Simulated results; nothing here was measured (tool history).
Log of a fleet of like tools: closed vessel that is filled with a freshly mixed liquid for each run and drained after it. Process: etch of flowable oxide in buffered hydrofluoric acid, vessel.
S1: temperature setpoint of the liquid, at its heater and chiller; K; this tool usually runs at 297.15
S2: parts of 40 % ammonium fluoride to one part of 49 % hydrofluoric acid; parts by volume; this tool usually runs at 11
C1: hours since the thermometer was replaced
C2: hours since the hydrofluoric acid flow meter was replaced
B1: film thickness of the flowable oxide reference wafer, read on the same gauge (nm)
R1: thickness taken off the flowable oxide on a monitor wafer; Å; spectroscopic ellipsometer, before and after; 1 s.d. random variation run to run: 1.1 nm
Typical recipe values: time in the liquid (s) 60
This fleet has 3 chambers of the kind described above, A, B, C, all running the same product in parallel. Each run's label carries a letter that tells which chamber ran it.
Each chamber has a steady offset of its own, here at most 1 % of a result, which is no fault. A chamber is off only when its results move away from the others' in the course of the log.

run 1C hour=4.4 | S1=297.15 S2=11 time_in_the_liquid_(s)=60 | C1=489.4 C2=1806.1 | B1=69.997 | R1=1810.4
run 2B hour=9.3 | S1=297.15 S2=11 time_in_the_liquid_(s)=60 | C1=990.9 C2=680.5 | B1=70.017 | R1=1811.8
run 3A hour=12.6 | S1=297.15 S2=11 time_in_the_liquid_(s)=60 | C1=536.3 C2=441.6 | B1=70 | R1=1796.9
run 4B hour=15.9 | S1=297.15 S2=11 time_in_the_liquid_(s)=60 | C1=997.5 C2=687.1 | B1=70.011 | R1=1807.5
run 5C hour=19.6 | S1=297.15 S2=11 time_in_the_liquid_(s)=60 | C1=504.6 C2=1821.3 | B1=69.979 | R1=1783.5
run 6A hour=24.2 | S1=297.15 S2=11 time_in_the_liquid_(s)=60 | C1=547.9 C2=453.2 | B1=69.963 | R1=1788.6
run 7C hour=28.4 | S1=297.15 S2=11 time_in_the_liquid_(s)=60 | C1=513.4 C2=1830.1 | B1=69.992 | R1=1785.6
run 8B hour=30.8 | S1=297.15 S2=11 time_in_the_liquid_(s)=60 | C1=1012.4 C2=702 | B1=70.013 | R1=1779.6
run 9A hour=33.9 | S1=297.15 S2=11 time_in_the_liquid_(s)=60 | C1=557.6 C2=462.9 | B1=70.04 | R1=1760.3
run 10A hour=38.7 | S1=297.15 S2=11 time_in_the_liquid_(s)=85 | C1=562.4 C2=467.7 | B1=70.01 | R1=2505.9
run 11B hour=41.8 | S1=297.15 S2=11 time_in_the_liquid_(s)=85 | C1=1023.4 C2=713 | B1=69.952 | R1=2558.1
run 12C hour=46.1 | S1=297.15 S2=11 time_in_the_liquid_(s)=85 | C1=531.1 C2=1847.8 | B1=69.979 | R1=2550.4
run 13B hour=49.6 | S1=297.15 S2=11 time_in_the_liquid_(s)=60 | C1=1031.2 C2=720.8 | B1=70.001 | R1=1798.4
run 14C hour=51.9 | S1=297.15 S2=11 time_in_the_liquid_(s)=60 | C1=536.9 C2=1853.6 | B1=70.011 | R1=1789.7
run 15A hour=55.5 | S1=297.15 S2=11 time_in_the_liquid_(s)=60 | C1=579.2 C2=484.5 | B1=69.979 | R1=1757.8
run 16C hour=58.9 | S1=297.15 S2=11 time_in_the_liquid_(s)=60 | C1=543.9 C2=1860.6 | B1=70.002 | R1=1760.2
run 17B hour=62.2 | S1=297.15 S2=11 time_in_the_liquid_(s)=60 | C1=1043.8 C2=733.4 | B1=70.027 | R1=1807.7
run 18A hour=65.5 | S1=297.15 S2=11 time_in_the_liquid_(s)=60 | C1=589.2 C2=494.5 | B1=70.001 | R1=1725.7
run 19C hour=68.8 | S1=297.15 S2=11 time_in_the_liquid_(s)=60 | C1=553.8 C2=1870.5 | B1=69.977 | R1=1782.9
run 20A hour=73.3 | S1=297.15 S2=11 time_in_the_liquid_(s)=60 | C1=597 C2=502.3 | B1=69.999 | R1=1717.8
run 21B hour=77.2 | S1=297.15 S2=11 time_in_the_liquid_(s)=60 | C1=1058.8 C2=748.4 | B1=70.035 | R1=1794.8
run 22C hour=81.4 | S1=297.15 S2=7 time_in_the_liquid_(s)=95 | C1=566.4 C2=1883.1 | B1=70.016 | R1=4357
run 23B hour=83.7 | S1=297.15 S2=7 time_in_the_liquid_(s)=95 | C1=1065.3 C2=754.9 | B1=70.021 | R1=4370.8
run 24A hour=86 | S1=297.15 S2=7 time_in_the_liquid_(s)=95 | C1=609.7 C2=515 | B1=70.024 | R1=4186.2
run 25A hour=90.3 | S1=297.15 S2=9 time_in_the_liquid_(s)=85 | C1=614 C2=519.3 | B1=69.981 | R1=2878.2
run 26B hour=93.1 | S1=297.15 S2=9 time_in_the_liquid_(s)=85 | C1=1074.7 C2=764.3 | B1=70.024 | R1=2961.9
run 27C hour=95.7 | S1=297.15 S2=9 time_in_the_liquid_(s)=85 | C1=580.7 C2=1897.4 | B1=69.995 | R1=2961.4
run 28A hour=99.2 | S1=297.15 S2=11 time_in_the_liquid_(s)=60 | C1=622.9 C2=528.2 | B1=69.994 | R1=1692
run 29B hour=103 | S1=297.15 S2=11 time_in_the_liquid_(s)=60 | C1=1084.6 C2=774.2 | B1=69.976 | R1=1809.5
run 30C hour=106.2 | S1=297.15 S2=11 time_in_the_liquid_(s)=60 | C1=591.2 C2=1907.9 | B1=69.988 | R1=1786.6
run 31C hour=110.1 | S1=297.15 S2=11 time_in_the_liquid_(s)=60 | C1=595.1 C2=1911.8 | B1=70.009 | R1=1791.9
run 32B hour=114.1 | S1=297.15 S2=11 time_in_the_liquid_(s)=60 | C1=1095.7 C2=785.3 | B1=70.007 | R1=1789.7

Does one chamber stand apart from the rest, does the shared gauge drift, or is all well apart from small per-chamber offsets? Give the chamber and the most likely cause, where there is one.

Little by little, chamber A moves away from the other chambers.
Most likely cause: hydrofluoric acid flow below the setpoint (%) = 7.01.
Not necessarily distinguishable in this log from: liquid colder than its thermometer reads (K).

Below are 4 candidate recipes for chamber A's next run, each the usual settings with a change, their results shown as question marks. Which of them brings A's results back in line with what the other chambers give on the usual settings?
In line means no further than this from the other chambers' mean on the usual settings: R1 39 Å
run 33A-1 hour=117.5 | S1=296.65 S2=11 time_in_the_liquid_(s)=60 | R1=?
run 33A-2 hour=117.5 | S1=297.65 S2=10.5 time_in_the_liquid_(s)=60 | R1=?
run 33A-3 hour=117.5 | S1=297.65 S2=11 time_in_the_liquid_(s)=60 | R1=?
run 33A-4 hour=117.5 | S1=296.65 S2=11.5 time_in_the_liquid_(s)=60 | R1=?

Mean of the other chambers on the usual settings: R1 1789.6 Å
run=33A-1 R1=1622.6
run=33A-2 R1=1794.3
run=33A-3 R1=1713.6
run=33A-4 R1=1552.6
It is 33A-2 that realigns the chamber with its peers.
